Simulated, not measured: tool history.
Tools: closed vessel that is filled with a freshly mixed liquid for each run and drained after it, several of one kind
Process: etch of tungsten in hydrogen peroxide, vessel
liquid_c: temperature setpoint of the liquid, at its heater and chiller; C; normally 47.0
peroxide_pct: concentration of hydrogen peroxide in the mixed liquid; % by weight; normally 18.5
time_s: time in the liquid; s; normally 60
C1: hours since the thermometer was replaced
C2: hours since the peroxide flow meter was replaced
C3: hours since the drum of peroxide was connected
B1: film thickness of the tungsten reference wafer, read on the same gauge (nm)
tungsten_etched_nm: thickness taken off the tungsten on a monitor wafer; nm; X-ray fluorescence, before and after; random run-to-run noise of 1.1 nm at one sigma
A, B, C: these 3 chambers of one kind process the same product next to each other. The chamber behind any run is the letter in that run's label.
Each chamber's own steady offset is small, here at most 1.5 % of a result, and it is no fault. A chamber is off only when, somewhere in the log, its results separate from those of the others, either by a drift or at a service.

{"run": "1C", "day": 0.212, "liquid_c": 47.0, "peroxide_pct": 18.5, "time_s": 60, "C1": 1457.3, "C2": 866.7, "C3": 379.6, "B1": 50.032, "tungsten_etched_nm": 108.41}
{"run": "2B", "day": 0.433, "liquid_c": 47.0, "peroxide_pct": 18.5, "time_s": 60, "C1": 1011.5, "C2": 583.2, "C3": 505.6, "B1": 49.982, "tungsten_etched_nm": 107.56}
{"run": "3A", "day": 0.925, "liquid_c": 47.0, "peroxide_pct": 18.5, "time_s": 60, "C1": 561.5, "C2": 1488.7, "C3": 429.5, "B1": 49.999, "tungsten_etched_nm": 109.46}
{"run": "4A", "day": 1.371, "liquid_c": 47.0, "peroxide_pct": 18.5, "time_s": 60, "C1": 572.2, "C2": 1499.4, "C3": 440.2, "B1": 50.031, "tungsten_etched_nm": 107.34}
{"run": "5B", "day": 1.712, "liquid_c": 47.0, "peroxide_pct": 18.5, "time_s": 60, "C1": 1042.2, "C2": 613.9, "C3": 536.3, "B1": 49.992, "tungsten_etched_nm": 106.51}
{"run": "6C", "day": 2.171, "liquid_c": 47.0, "peroxide_pct": 18.5, "time_s": 60, "C1": 1504.3, "C2": 913.7, "C3": 426.6, "B1": 50.007, "tungsten_etched_nm": 108.5}
{"run": "7B", "day": 2.654, "liquid_c": 47.0, "peroxide_pct": 18.5, "time_s": 60, "C1": 1064.8, "C2": 636.5, "C3": 558.9, "B1": 50.021, "tungsten_etched_nm": 109.57}
{"run": "8A", "day": 3.008, "liquid_c": 47.0, "peroxide_pct": 18.5, "time_s": 60, "C1": 611.5, "C2": 1538.7, "C3": 479.5, "B1": 49.958, "tungsten_etched_nm": 108.84}
{"run": "9C", "day": 3.483, "liquid_c": 47.0, "peroxide_pct": 18.5, "time_s": 60, "C1": 1535.8, "C2": 945.2, "C3": 458.1, "B1": 50.024, "tungsten_etched_nm": 108.05}
{"run": "10B", "day": 3.888, "liquid_c": 47.0, "peroxide_pct": 18.5, "time_s": 60, "C1": 1094.4, "C2": 666.1, "C3": 588.5, "B1": 50.009, "tungsten_etched_nm": 105.83}
{"run": "11A", "day": 4.358, "liquid_c": 47.0, "peroxide_pct": 18.5, "time_s": 60, "C1": 643.9, "C2": 1571.1, "C3": 511.9, "B1": 50.055, "tungsten_etched_nm": 110.22}
{"run": "12C", "day": 4.758, "liquid_c": 47.0, "peroxide_pct": 15.0, "time_s": 85, "C1": 1566.4, "C2": 975.8, "C3": 488.7, "B1": 50.009, "tungsten_etched_nm": 138.26}
{"run": "13A", "day": 5.233, "liquid_c": 47.0, "peroxide_pct": 15.0, "time_s": 85, "C1": 664.9, "C2": 1592.1, "C3": 532.9, "B1": 49.934, "tungsten_etched_nm": 139.63}
{"run": "14C", "day": 5.625, "liquid_c": 47.0, "peroxide_pct": 15.0, "time_s": 85, "C1": 1587.2, "C2": 996.6, "C3": 509.5, "B1": 49.974, "tungsten_etched_nm": 137.83}
{"run": "15B", "day": 6.05, "liquid_c": 47.0, "peroxide_pct": 18.5, "time_s": 60, "C1": 1146.3, "C2": 718.0, "C3": 640.4, "B1": 50.002, "tungsten_etched_nm": 110.01}
{"run": "16B", "day": 6.388, "liquid_c": 47.0, "peroxide_pct": 18.5, "time_s": 60, "C1": 1154.4, "C2": 726.1, "C3": 648.5, "B1": 50.036, "tungsten_etched_nm": 109.61}
{"run": "17C", "day": 6.75, "liquid_c": 47.0, "peroxide_pct": 18.5, "time_s": 60, "C1": 1614.2, "C2": 1023.6, "C3": 536.5, "B1": 50.055, "tungsten_etched_nm": 107.1}
{"run": "18A", "day": 7.225, "liquid_c": 47.0, "peroxide_pct": 18.5, "time_s": 60, "C1": 712.7, "C2": 1639.9, "C3": 580.7, "B1": 50.038, "tungsten_etched_nm": 108.92}
{"run": "19B", "day": 7.7, "liquid_c": 47.0, "peroxide_pct": 18.5, "time_s": 60, "C1": 1185.9, "C2": 757.6, "C3": 680.0, "B1": 49.961, "tungsten_etched_nm": 110.55}
{"run": "20A", "day": 8.108, "liquid_c": 47.0, "peroxide_pct": 18.5, "time_s": 60, "C1": 733.9, "C2": 1661.1, "C3": 601.9, "B1": 49.978, "tungsten_etched_nm": 109.93}
{"run": "21C", "day": 8.55, "liquid_c": 47.0, "peroxide_pct": 18.5, "time_s": 60, "C1": 1657.4, "C2": 1066.8, "C3": 579.7, "B1": 49.944, "tungsten_etched_nm": 106.94}
{"run": "22C", "day": 8.792, "liquid_c": 47.0, "peroxide_pct": 18.5, "time_s": 60, "C1": 1663.2, "C2": 1072.6, "C3": 585.5, "B1": 49.993, "tungsten_etched_nm": 109.46}
{"run": "23B", "day": 9.25, "liquid_c": 47.0, "peroxide_pct": 18.5, "time_s": 60, "C1": 1223.1, "C2": 794.8, "C3": 717.2, "B1": 50.06, "tungsten_etched_nm": 111.37}
{"run": "24A", "day": 9.721, "liquid_c": 47.0, "peroxide_pct": 18.5, "time_s": 60, "C1": 772.6, "C2": 1699.8, "C3": 640.6, "B1": 49.987, "tungsten_etched_nm": 111.39}
{"run": "25C", "day": 10.112, "liquid_c": 47.0, "peroxide_pct": 18.5, "time_s": 60, "C1": 1694.9, "C2": 1104.3, "C3": 617.2, "B1": 50.006, "tungsten_etched_nm": 105.22}
{"day": 10.133, "done": "chamber A: new drum of peroxide connected"}
{"run": "26B", "day": 10.358, "liquid_c": 47.0, "peroxide_pct": 18.5, "time_s": 60, "C1": 1249.7, "C2": 821.4, "C3": 743.8, "B1": 49.912, "tungsten_etched_nm": 113.8}
{"run": "27A", "day": 10.8, "liquid_c": 50.5, "peroxide_pct": 18.5, "time_s": 60, "C1": 798.5, "C2": 1725.7, "C3": 16.0, "B1": 50.007, "tungsten_etched_nm": 137.81}
{"run": "28B", "day": 11.188, "liquid_c": 50.5, "peroxide_pct": 18.5, "time_s": 60, "C1": 1269.6, "C2": 841.3, "C3": 763.7, "B1": 50.025, "tungsten_etched_nm": 142.1}
{"run": "29C", "day": 11.588, "liquid_c": 50.5, "peroxide_pct": 18.5, "time_s": 60, "C1": 1730.3, "C2": 1139.7, "C3": 652.6, "B1": 49.964, "tungsten_etched_nm": 135.5}
{"run": "30A", "day": 11.983, "liquid_c": 47.0, "peroxide_pct": 18.5, "time_s": 60, "C1": 826.9, "C2": 1754.1, "C3": 44.4, "B1": 50.045, "tungsten_etched_nm": 108.74}
{"run": "31B", "day": 12.292, "liquid_c": 47.0, "peroxide_pct": 18.5, "time_s": 60, "C1": 1296.1, "C2": 867.8, "C3": 790.2, "B1": 50.021, "tungsten_etched_nm": 116.05}
{"run": "32C", "day": 12.717, "liquid_c": 47.0, "peroxide_pct": 18.5, "time_s": 60, "C1": 1757.4, "C2": 1166.8, "C3": 679.7, "B1": 50.032, "tungsten_etched_nm": 107.15}
{"run": "33A", "day": 13.125, "liquid_c": 47.0, "peroxide_pct": 18.5, "time_s": 60, "C1": 854.3, "C2": 1781.5, "C3": 71.8, "B1": 50.024, "tungsten_etched_nm": 108.16}

Is one chamber out of step, is the gauge drifting, or do the chambers differ by no more than their own small offsets? For an off chamber, give its letter and the likeliest cause.

One chamber, B, drifts off from the rest bit by bit.
Cause: liquid hotter than its thermometer reads (K) = 1.44.

Below are 4 candidate recipes for chamber B's next run, each the usual settings with a change, their results shown as question marks. Which of them brings B's results back in line with what the other chambers give on the usual settings?
In line means no further than this from the other chambers' mean on the usual settings: tungsten_etched_nm 3.70 nm
{"run": "34B-1", "day": 13.479, "liquid_c": 45.5, "peroxide_pct": 18.5, "time_s": 60, "tungsten_etched_nm": "?"}
{"run": "34B-2", "day": 13.479, "liquid_c": 49.0, "peroxide_pct": 19.0, "time_s": 60, "tungsten_etched_nm": "?"}
{"run": "34B-3", "day": 13.479, "liquid_c": 46.0, "peroxide_pct": 18.5, "time_s": 55, "tungsten_etched_nm": "?"}
{"run": "34B-4", "day": 13.479, "liquid_c": 47.0, "peroxide_pct": 21.5, "time_s": 60, "tungsten_etched_nm": "?"}

What the other chambers average on the usual settings: tungsten_etched_nm 108.57 nm
run=34B-1 tungsten_etched_nm=107.61
run=34B-2 tungsten_etched_nm=135.02
run=34B-3 tungsten_etched_nm=101.69
run=34B-4 tungsten_etched_nm=127.02
Change 34B-1 lands the chamber within the allowed miss of the other chambers.

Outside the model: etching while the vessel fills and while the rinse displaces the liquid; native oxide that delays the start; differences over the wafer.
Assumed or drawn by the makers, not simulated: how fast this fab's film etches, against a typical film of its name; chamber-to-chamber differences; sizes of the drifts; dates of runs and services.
